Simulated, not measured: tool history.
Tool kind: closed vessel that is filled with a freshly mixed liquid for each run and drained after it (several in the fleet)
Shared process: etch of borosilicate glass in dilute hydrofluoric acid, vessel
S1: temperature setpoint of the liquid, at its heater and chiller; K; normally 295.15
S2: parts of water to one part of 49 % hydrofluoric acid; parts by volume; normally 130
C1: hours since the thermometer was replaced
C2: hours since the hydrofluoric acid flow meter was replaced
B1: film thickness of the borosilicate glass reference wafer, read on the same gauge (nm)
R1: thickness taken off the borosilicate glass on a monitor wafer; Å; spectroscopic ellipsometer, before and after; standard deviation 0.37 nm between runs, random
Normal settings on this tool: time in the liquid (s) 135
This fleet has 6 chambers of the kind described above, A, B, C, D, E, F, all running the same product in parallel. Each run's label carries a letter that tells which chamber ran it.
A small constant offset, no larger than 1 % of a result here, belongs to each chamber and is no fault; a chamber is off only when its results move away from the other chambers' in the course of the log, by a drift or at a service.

Run 1B, hour 4.6: usual settings; C1 974.9; C2 1450.0; B1 60.011. Result: R1 429.61 Å.
Run 2D, hour 9.8: usual settings; C1 709.2; C2 982.3; B1 59.981. Result: R1 424.94 Å.
Run 3C, hour 13.4: usual settings; C1 20.6; C2 1587.6; B1 60.008. Result: R1 428.47 Å.
Run 4A, hour 18.8: usual settings; C1 146.2; C2 143.1; B1 59.948. Result: R1 416.53 Å.
Run 5F, hour 22.2: usual settings; C1 108.3; C2 539.1; B1 59.993. Result: R1 427.78 Å.
Run 6E, hour 29.2: usual settings; C1 72.2; C2 633.5; B1 59.987. Result: R1 424.59 Å.
Run 7F, hour 32.9: usual settings; C1 119.0; C2 549.8; B1 60.009. Result: R1 429.49 Å.
Run 8D, hour 36.5: usual settings but S1 297.65 K, time in the liquid (s) 90; C1 735.9; C2 1009.0; B1 60.037. Result: R1 317.12 Å.
Run 9B, hour 41.7: usual settings but S1 297.65 K, time in the liquid (s) 90; C1 1012.0; C2 1487.1; B1 59.991. Result: R1 311.00 Å.
Run 10A, hour 45.1: usual settings but S1 297.65 K, time in the liquid (s) 90; C1 172.5; C2 169.4; B1 59.978. Result: R1 312.95 Å.
Run 11E, hour 50.7: usual settings but S1 297.65 K, time in the liquid (s) 90; C1 93.7; C2 655.0; B1 60.005. Result: R1 313.64 Å.
Run 12C, hour 54.0: usual settings but S1 297.65 K, time in the liquid (s) 90; C1 61.2; C2 1628.2; B1 60.037. Result: R1 314.12 Å.
Run 13F, hour 58.2: usual settings but S1 297.65 K, time in the liquid (s) 90; C1 144.3; C2 575.1; B1 59.999. Result: R1 313.57 Å.
Run 14C, hour 63.1: usual settings; C1 70.3; C2 1637.3; B1 60.029. Result: R1 434.06 Å.
Run 15D, hour 67.7: usual settings; C1 767.1; C2 1040.2; B1 59.966. Result: R1 431.11 Å.
Run 16B, hour 74.7: usual settings; C1 1045.0; C2 1520.1; B1 59.986. Result: R1 433.83 Å.
Run 17E, hour 80.0: usual settings; C1 123.0; C2 684.3; B1 59.987. Result: R1 425.82 Å.
Run 18A, hour 84.3: usual settings but time in the liquid (s) 85; C1 211.7; C2 208.6; B1 59.982. Result: R1 266.82 Å.
Run 19F, hour 91.6: usual settings but time in the liquid (s) 85; C1 177.7; C2 608.5; B1 60.004. Result: R1 269.28 Å.
Run 20E, hour 97.1: usual settings but time in the liquid (s) 85; C1 140.1; C2 701.4; B1 59.984. Result: R1 270.93 Å.
Run 21A, hour 101.4: usual settings but time in the liquid (s) 85; C1 228.8; C2 225.7; B1 60.000. Result: R1 268.23 Å.
Run 22D, hour 108.7: usual settings but time in the liquid (s) 85; C1 808.1; C2 1081.2; B1 60.029. Result: R1 269.88 Å.
Run 23B, hour 112.3: usual settings but time in the liquid (s) 85; C1 1082.6; C2 1557.7; B1 60.013. Result: R1 278.22 Å.
Run 24C, hour 118.7: usual settings; C1 125.9; C2 1692.9; B1 60.022. Result: R1 426.80 Å.
Run 25D, hour 122.5: usual settings but time in the liquid (s) 70; C1 821.9; C2 1095.0; B1 59.994. Result: R1 219.63 Å.
Run 26E, hour 127.6: usual settings but time in the liquid (s) 70; C1 170.6; C2 731.9; B1 59.991. Result: R1 219.18 Å.
Run 27F, hour 132.7: usual settings but time in the liquid (s) 70; C1 218.8; C2 649.6; B1 60.011. Result: R1 225.85 Å.
Run 28C, hour 136.0: usual settings but time in the liquid (s) 70; C1 143.2; C2 1710.2; B1 59.992. Result: R1 219.92 Å.
Run 29B, hour 141.0: usual settings but time in the liquid (s) 70; C1 1111.3; C2 1586.4; B1 60.012. Result: R1 226.94 Å.
Run 30A, hour 145.4: usual settings but time in the liquid (s) 70; C1 272.8; C2 269.7; B1 60.015. Result: R1 221.41 Å.
Run 31A, hour 150.5: usual settings but S1 299.65 K; C1 277.9; C2 274.8; B1 60.003. Result: R1 501.06 Å.
Run 32F, hour 155.3: usual settings but S1 299.65 K; C1 241.4; C2 672.2; B1 60.009. Result: R1 506.65 Å.
Run 33C, hour 158.9: usual settings but S1 299.65 K; C1 166.1; C2 1733.1; B1 60.003. Result: R1 511.90 Å.
Run 34D, hour 162.2: usual settings but S1 299.65 K; C1 861.6; C2 1134.7; B1 60.019. Result: R1 503.41 Å.
Run 35B, hour 165.7: usual settings but S1 299.65 K; C1 1136.0; C2 1611.1; B1 60.003. Result: R1 539.76 Å.
Run 36E, hour 173.1: usual settings but S1 299.65 K; C1 216.1; C2 777.4; B1 59.972. Result: R1 504.87 Å.
Run 37A, hour 176.5: usual settings; C1 303.9; C2 300.8; B1 59.992. Result: R1 427.62 Å.
Run 38F, hour 181.9: usual settings but S2 85 parts by volume, time in the liquid (s) 200; C1 268.0; C2 698.8; B1 59.998. Result: R1 1012.80 Å.
Run 39B, hour 185.9: usual settings but S2 85 parts by volume, time in the liquid (s) 200; C1 1156.2; C2 1631.3; B1 59.994. Result: R1 1081.80 Å.
Run 40D, hour 190.1: usual settings but S2 85 parts by volume, time in the liquid (s) 200; C1 889.5; C2 1162.6; B1 60.005. Result: R1 1040.30 Å.
Run 41E, hour 195.4: usual settings but S2 85 parts by volume, time in the liquid (s) 200; C1 238.4; C2 799.7; B1 60.015. Result: R1 1023.60 Å.
Run 42C, hour 202.8: usual settings but S2 85 parts by volume, time in the liquid (s) 200; C1 210.0; C2 1777.0; B1 59.978. Result: R1 1008.10 Å.

One chamber off, gauge drift, or nothing amiss beyond the chambers' own small offsets? If it is a chamber, which one, and what is the likeliest cause?

It is chamber B that slowly wanders off from its peers.
What lies behind it: liquid hotter than its thermometer reads (K) = 1.94.
The log may not separate it from: hydrofluoric acid flow above the setpoint (%).

Chamber B could run next with any of the 4 candidate recipes listed below; each alters the usual settings, and their results appear as question marks. Which one brings its results back in line with what the other chambers deliver on the usual settings?
To be in line, a result may differ from the other chambers' mean on the usual settings by at most: R1 13.00 Å
Run 43B-1, hour 208.1: usual settings but S1 294.65 K. Result: R1 ?.
Run 43B-2, hour 208.1: usual settings but S1 295.65 K. Result: R1 ?.
Run 43B-3, hour 208.1: usual settings but S2 125 parts by volume, time in the liquid (s) 140. Result: R1 ?.
Run 43B-4, hour 208.1: usual settings but time in the liquid (s) 125. Result: R1 ?.

What the other chambers average on the usual settings: R1 427.58 Å
  run      R1
43B-1  451.38
43B-2  468.87
43B-3  499.19
43B-4  425.98
The answer is 43B-4, which returns the chamber to within the allowed miss of the others.
